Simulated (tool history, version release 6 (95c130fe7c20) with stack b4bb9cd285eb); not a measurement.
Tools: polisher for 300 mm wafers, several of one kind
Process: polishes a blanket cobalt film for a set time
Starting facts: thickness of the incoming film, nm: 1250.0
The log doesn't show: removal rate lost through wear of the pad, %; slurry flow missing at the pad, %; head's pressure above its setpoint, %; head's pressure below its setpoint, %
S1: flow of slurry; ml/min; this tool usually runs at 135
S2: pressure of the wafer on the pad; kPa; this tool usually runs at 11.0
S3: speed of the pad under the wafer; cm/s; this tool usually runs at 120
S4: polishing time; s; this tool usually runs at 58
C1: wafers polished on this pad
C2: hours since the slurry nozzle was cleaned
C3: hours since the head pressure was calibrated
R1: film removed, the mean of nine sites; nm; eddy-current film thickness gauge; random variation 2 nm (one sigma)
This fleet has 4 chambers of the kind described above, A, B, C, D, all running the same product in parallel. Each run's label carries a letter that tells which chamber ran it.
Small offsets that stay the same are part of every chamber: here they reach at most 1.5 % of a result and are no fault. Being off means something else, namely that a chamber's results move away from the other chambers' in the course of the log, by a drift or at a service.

At hour 1.9: chamber A: worn pad replaced by a new one.
Run 1A, hour 10.7: usual settings; C1 117; C2 204.0; C3 331.3. Result: R1 244.04 nm.
Run 2C, hour 19.5: usual settings; C1 466; C2 105.7; C3 659.8. Result: R1 241.15 nm.
Run 3D, hour 28.3: usual settings; C1 403; C2 472.2; C3 833.8. Result: R1 241.33 nm.
Run 4B, hour 40.0: usual settings; C1 739; C2 271.1; C3 90.2. Result: R1 240.87 nm.
Run 5D, hour 45.9: usual settings; C1 636; C2 489.8; C3 851.4. Result: R1 242.04 nm.
Run 6B, hour 52.7: usual settings; C1 907; C2 283.8; C3 102.9. Result: R1 242.87 nm.
At hour 58.2: chamber C: worn pad replaced by a new one.
Run 7C, hour 63.7: usual settings; C1 73; C2 149.9; C3 704.0. Result: R1 244.42 nm.
At hour 64.1: chamber B: worn pad replaced by a new one.
At hour 66.9: chamber B: slurry nozzle cleaned.
Run 8A, hour 73.3: usual settings; C1 945; C2 266.6; C3 393.9. Result: R1 243.56 nm.
At hour 79.2: chamber A: worn pad replaced by a new one.
Run 9D, hour 81.7: usual settings; C1 1110; C2 525.6; C3 887.2. Result: R1 242.87 nm.
Run 10A, hour 90.4: usual settings; C1 148; C2 283.7; C3 411.0. Result: R1 243.02 nm.
At hour 95.6: chamber D: head pressure recalibrated.
Run 11C, hour 96.6: usual settings; C1 509; C2 182.8; C3 736.9. Result: R1 242.34 nm.
At hour 102.9: chamber D: worn pad replaced by a new one.
Run 12B, hour 106.9: usual settings; C1 567; C2 40.0; C3 157.1. Result: R1 240.26 nm.
Run 13D, hour 119.2: usual settings but S1 150 ml/min, S4 51 s; C1 216; C2 563.1; C3 23.6. Result: R1 214.71 nm.
Run 14A, hour 128.1: usual settings but S1 150 ml/min, S4 51 s; C1 647; C2 321.4; C3 448.7. Result: R1 215.89 nm.
At hour 133.6: chamber C: worn pad replaced by a new one.
At hour 138.0: chamber B: worn pad replaced by a new one.
Run 15C, hour 138.2: usual settings but S1 150 ml/min, S4 51 s; C1 60; C2 224.4; C3 778.5. Result: R1 216.03 nm.
Run 16B, hour 148.1: usual settings but S1 150 ml/min, S4 51 s; C1 134; C2 81.2; C3 198.3. Result: R1 215.75 nm.
Run 17C, hour 156.4: usual settings; C1 301; C2 242.6; C3 796.7. Result: R1 239.37 nm.
At hour 158.7: chamber A: worn pad replaced by a new one.
Run 18D, hour 165.1: usual settings but S1 120 ml/min, S2 13.1 kPa; C1 824; C2 609.0; C3 69.5. Result: R1 278.61 nm.
Run 19A, hour 173.2: usual settings but S1 120 ml/min, S2 13.1 kPa; C1 192; C2 366.5; C3 493.8. Result: R1 275.90 nm.
Run 20B, hour 183.3: usual settings but S1 120 ml/min, S2 13.1 kPa; C1 600; C2 116.4; C3 233.5. Result: R1 277.78 nm.
Run 21A, hour 195.9: usual settings but S1 120 ml/min, S2 13.1 kPa; C1 493; C2 389.2; C3 516.5. Result: R1 275.06 nm.
At hour 200.5: chamber D: worn pad replaced by a new one.
Run 22C, hour 201.4: usual settings; C1 897; C2 287.6; C3 841.7. Result: R1 243.84 nm.
Run 23D, hour 208.4: usual settings; C1 104; C2 652.3; C3 112.8. Result: R1 239.79 nm.
At hour 210.5: chamber B: worn pad replaced by a new one.
Run 24B, hour 216.1: usual settings but S2 14.5 kPa, S3 96 cm/s; C1 74; C2 149.2; C3 266.3. Result: R1 250.72 nm.
At hour 223.8: chamber A: head pressure recalibrated.
Run 25B, hour 228.6: usual settings but S2 14.5 kPa, S3 96 cm/s; C1 240; C2 161.7; C3 278.8. Result: R1 249.84 nm.
At hour 229.5: chamber C: worn pad replaced by a new one.
Run 26A, hour 234.5: usual settings but S2 14.5 kPa, S3 96 cm/s; C1 1004; C2 427.8; C3 10.7. Result: R1 248.12 nm.
Run 27C, hour 244.9: usual settings but S2 14.5 kPa, S3 96 cm/s; C1 204; C2 331.1; C3 885.2. Result: R1 257.68 nm.
At hour 248.5: chamber A: worn pad replaced by a new one.
At hour 254.4: chamber D: slurry nozzle cleaned.
Run 28D, hour 254.9: usual settings but S3 148 cm/s; C1 720; C2 0.6; C3 159.3. Result: R1 297.60 nm.
Run 29B, hour 265.5: usual settings but S3 148 cm/s; C1 728; C2 198.6; C3 315.7. Result: R1 296.70 nm.
Run 30C, hour 278.0: usual settings but S3 148 cm/s; C1 642; C2 364.2; C3 918.3. Result: R1 299.65 nm.
Run 31A, hour 285.8: usual settings but S3 148 cm/s; C1 494; C2 479.1; C3 62.0. Result: R1 282.73 nm.
Run 32D, hour 297.5: usual settings; C1 1284; C2 43.2; C3 201.9. Result: R1 242.59 nm.
Run 33C, hour 308.5: usual settings; C1 1045; C2 394.7; C3 948.8. Result: R1 240.95 nm.

Does one chamber stand apart from the rest, does the shared gauge drift, or is all well apart from small per-chamber offsets? Give the chamber and the most likely cause, where there is one.

It is chamber A that slowly wanders off from its peers.
Cause: slurry flow missing at the pad, % = 26.8.

Below are 4 candidate recipes for chamber A's next run, each the usual settings with a change, their results shown as question marks. Which of them brings A's results back in line with what the other chambers give on the usual settings?
In-line tolerance around the mean of the other chambers on the usual settings: R1 6.80 nm
Run 34A-1, hour 317.5: usual settings but S3 114 cm/s. Result: R1 ?.
Run 34A-2, hour 317.5: usual settings but S2 10.3 kPa, S3 116 cm/s. Result: R1 ?.
Run 34A-3, hour 317.5: usual settings but S3 124 cm/s, S4 59 s. Result: R1 ?.
Run 34A-4, hour 317.5: usual settings but S2 11.7 kPa, S3 126 cm/s. Result: R1 ?.

On the usual settings, the other chambers give on average: R1 241.59 nm
  run      R1
34A-1  216.82
34A-2  206.97
34A-3  239.60
34A-4  254.03
With 34A-3, the chamber falls back in line with the rest.
